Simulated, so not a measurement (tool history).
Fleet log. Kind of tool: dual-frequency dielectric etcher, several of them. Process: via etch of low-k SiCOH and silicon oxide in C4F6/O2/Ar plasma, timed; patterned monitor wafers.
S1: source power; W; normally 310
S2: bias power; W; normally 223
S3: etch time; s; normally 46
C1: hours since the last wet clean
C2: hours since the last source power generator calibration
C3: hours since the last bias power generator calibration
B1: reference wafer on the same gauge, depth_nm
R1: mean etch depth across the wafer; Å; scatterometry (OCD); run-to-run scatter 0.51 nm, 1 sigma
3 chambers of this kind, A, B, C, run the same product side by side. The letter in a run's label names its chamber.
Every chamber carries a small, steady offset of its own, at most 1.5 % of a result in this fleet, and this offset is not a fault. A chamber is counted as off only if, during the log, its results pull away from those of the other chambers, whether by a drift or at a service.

run,day,S1,S2,S3,C1,C2,C3,B1,R1
1C,0.267,310,223,46,73.6,3818.6,102.1,133.99,1179.3
2B,0.412,310,223,46,151.1,1110.7,212.8,133.97,1173.6
3A,0.604,310,223,46,126.3,3257.3,2127,134,1173.3
4A,0.804,310,223,46,131.1,3262.1,2131.8,134.01,1177
5B,1.071,310,223,46,166.9,1126.5,228.6,134.02,1172.1
6C,1.238,310,223,46,96.9,3841.9,125.4,133.98,1182.3
7B,1.467,310,223,46,176.4,1136,238.1,133.94,1171.1
8A,1.604,310,223,46,150.3,3281.3,2151,134.01,1177.7
9C,1.883,310,223,46,112.4,3857.4,140.9,133.88,1170.8
10A,2.071,310,223,46,161.5,3292.5,2162.2,134.04,1171.5
11C,2.3,310,223,46,122.4,3867.4,150.9,134.02,1174.7
12B,2.525,310,223,46,201.8,1161.4,263.5,134.01,1178.5
13B,2.725,310,223,46,206.6,1166.2,268.3,134.02,1178.3
14A,2.929,310,251,46,182.1,3313.1,2182.8,134.08,1224.2
15C,3.217,310,251,46,144.4,3889.4,172.9,133.93,1214.7
16A,3.358,310,251,46,192.4,3323.4,2193.1,134.02,1230.8
17B,3.504,310,223,46,225.3,1184.9,287,133.94,1184.4
18C,3.729,310,223,46,156.7,3901.7,185.2,134.05,1175.6
19A,4.004,310,223,46,207.9,3338.9,2208.6,133.94,1176
20C,4.138,310,223,46,166.5,3911.5,195,133.86,1176
21B,4.433,310,223,46,247.6,1207.2,309.3,133.96,1195.1
22C,4.612,310,223,46,177.9,3922.9,206.4,133.95,1165.7
23A,4.842,310,223,46,228,3359,2228.7,134.04,1173.5
24B,5.017,310,193,37,261.6,1221.2,323.3,133.99,913.37
25C,5.308,310,193,37,194.6,3939.6,223.1,133.91,901.93
26A,5.596,310,193,37,246.1,3377.1,2246.8,134.15,902.24
27B,5.792,310,223,46,280.2,1239.8,341.9,134,1199
28C,5.983,310,223,46,210.8,3955.8,239.3,134.18,1160.9
# day 6.154: chamber C: source power generator calibrated
29A,6.283,310,223,46,262.6,3393.6,2263.3,133.94,1177.8
30B,6.467,310,223,46,296.4,1256,358.1,133.99,1212.4
31B,6.621,310,223,46,300.1,1259.7,361.8,133.76,1209.4
32C,6.804,310,223,46,230.5,15.7,259,134.07,1177.4
33A,7.058,340,189,46,281.2,3412.2,2281.9,134.07,1159.8
34B,7.258,340,189,46,315.4,1275,377.1,134.11,1188.7
35C,7.521,340,189,46,247.7,32.9,276.2,133.9,1150.9
36A,7.683,310,223,46,296.2,3427.2,2296.9,134.1,1180.2
37B,7.942,310,223,46,331.8,1291.4,393.5,134.01,1225.4

Is one chamber out of step, is the gauge drifting, or do the chambers differ by no more than their own small offsets? For an off chamber, give its letter and the likeliest cause.

Little by little, chamber B moves away from the other chambers.
Most likely cause: etch rate over this chamber's usual, % = 4.36.

Which of the 4 candidates below, each the usual settings with something changed and its results left as question marks, puts chamber B back in line with what the other chambers give on the usual settings?
In-line tolerance around the mean of the other chambers on the usual settings: R1 18 Å
38B-1,8.158,300,219,43,,,,,?
38B-2,8.158,320,223,49.5,,,,,?
38B-3,8.158,310,221,44.5,,,,,?
38B-4,8.158,310,223,47.5,,,,,?

The other chambers' mean on the usual settings: R1 1176.9 Å
run,R1
38B-1,1119.1
38B-2,1328.6
38B-3,1176.4
38B-4,1259.5
With 38B-3, the chamber falls back in line with the rest.
